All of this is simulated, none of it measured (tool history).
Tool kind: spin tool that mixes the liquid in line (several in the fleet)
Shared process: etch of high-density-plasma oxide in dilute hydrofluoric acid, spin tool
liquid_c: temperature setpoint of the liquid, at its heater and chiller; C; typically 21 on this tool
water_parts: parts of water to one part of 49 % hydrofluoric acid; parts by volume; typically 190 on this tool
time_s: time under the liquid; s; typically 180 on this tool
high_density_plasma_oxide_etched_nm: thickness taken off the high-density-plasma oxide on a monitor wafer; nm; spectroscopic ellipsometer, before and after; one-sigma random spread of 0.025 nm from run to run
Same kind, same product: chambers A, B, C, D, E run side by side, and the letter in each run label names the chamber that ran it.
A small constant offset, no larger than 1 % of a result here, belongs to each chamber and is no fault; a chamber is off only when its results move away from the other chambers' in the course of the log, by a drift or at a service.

run,hour,liquid_c,water_parts,time_s,"read-back film thickness of the high-density-plasma oxide reference wafer, read on the same gauge (nm)",high_density_plasma_oxide_etched_nm
1A,12.9,21,190,180,60.019,4.729
2D,22.5,21,190,180,59.979,4.8103
3B,33.5,21,190,180,60.02,4.7607
4E,48,21,190,180,59.983,4.7375
5C,62.8,21,190,180,60.018,4.7934
6C,75.1,21,190,180,59.984,4.7779
7A,84,21,190,180,60.002,4.735
8B,98.5,21,190,180,59.998,4.7672
9E,111.1,21,190,180,60.049,4.7417
10D,120.1,21,190,180,59.985,4.7909
11D,131.5,21,190,180,59.987,4.7676
12A,146.1,21,190,180,59.936,4.7381
13B,152.8,21,190,180,59.977,4.7763
# hour 160.8: chamber B: hydrofluoric acid flow meter replaced
# hour 163.8: chamber E: thermometer replaced
14E,167.4,21,190,100,59.955,2.6143
15C,178.6,21,190,100,59.981,2.6175
# hour 187.4: chamber D: hydrofluoric acid flow meter replaced
16D,190.7,21,190,100,60.017,2.648
17E,200.2,21,190,100,59.962,2.6163
18A,207.6,21,190,100,60.04,2.6313
19B,216.1,21,190,180,59.985,4.7387
20C,229.6,21,190,180,59.995,4.6426
21D,238.2,21,190,180,60.001,4.7493
22C,249.5,21,190,180,59.979,4.6741
23A,256.5,21,190,180,59.983,4.7455
24B,267.5,21,190,180,59.998,4.7531
25E,280.6,21,190,180,59.98,4.7151
26B,287.2,21,190,180,59.945,4.7669
27E,302,21,190,180,60.029,4.6963
28A,311.9,21,190,180,60.014,4.7289
29D,325.3,21,245,285,59.998,5.5517
# hour 329.8: chamber A: thermometer replaced
30C,338.3,21,245,285,60.023,5.2216
31E,350.7,21,245,285,60.013,5.5166
32B,365.4,21,245,285,60.02,5.5676
33C,376.5,21,245,285,59.979,5.1803
34A,383.8,21,190,180,59.956,4.679
35D,394.1,21,190,180,59.983,4.7343

The same settings go to every chamber for the next run, one line per chamber below. Forecast the results for each:
36A,404.9,21,145,180,,?
36B,404.9,21,145,180,,?
36C,404.9,21,145,180,,?
36D,404.9,21,145,180,,?
36E,404.9,21,145,180,,?

run,high_density_plasma_oxide_etched_nm
36A,6.4449
36B,6.4996
36C,6.2708
36D,6.5928
36E,6.3932
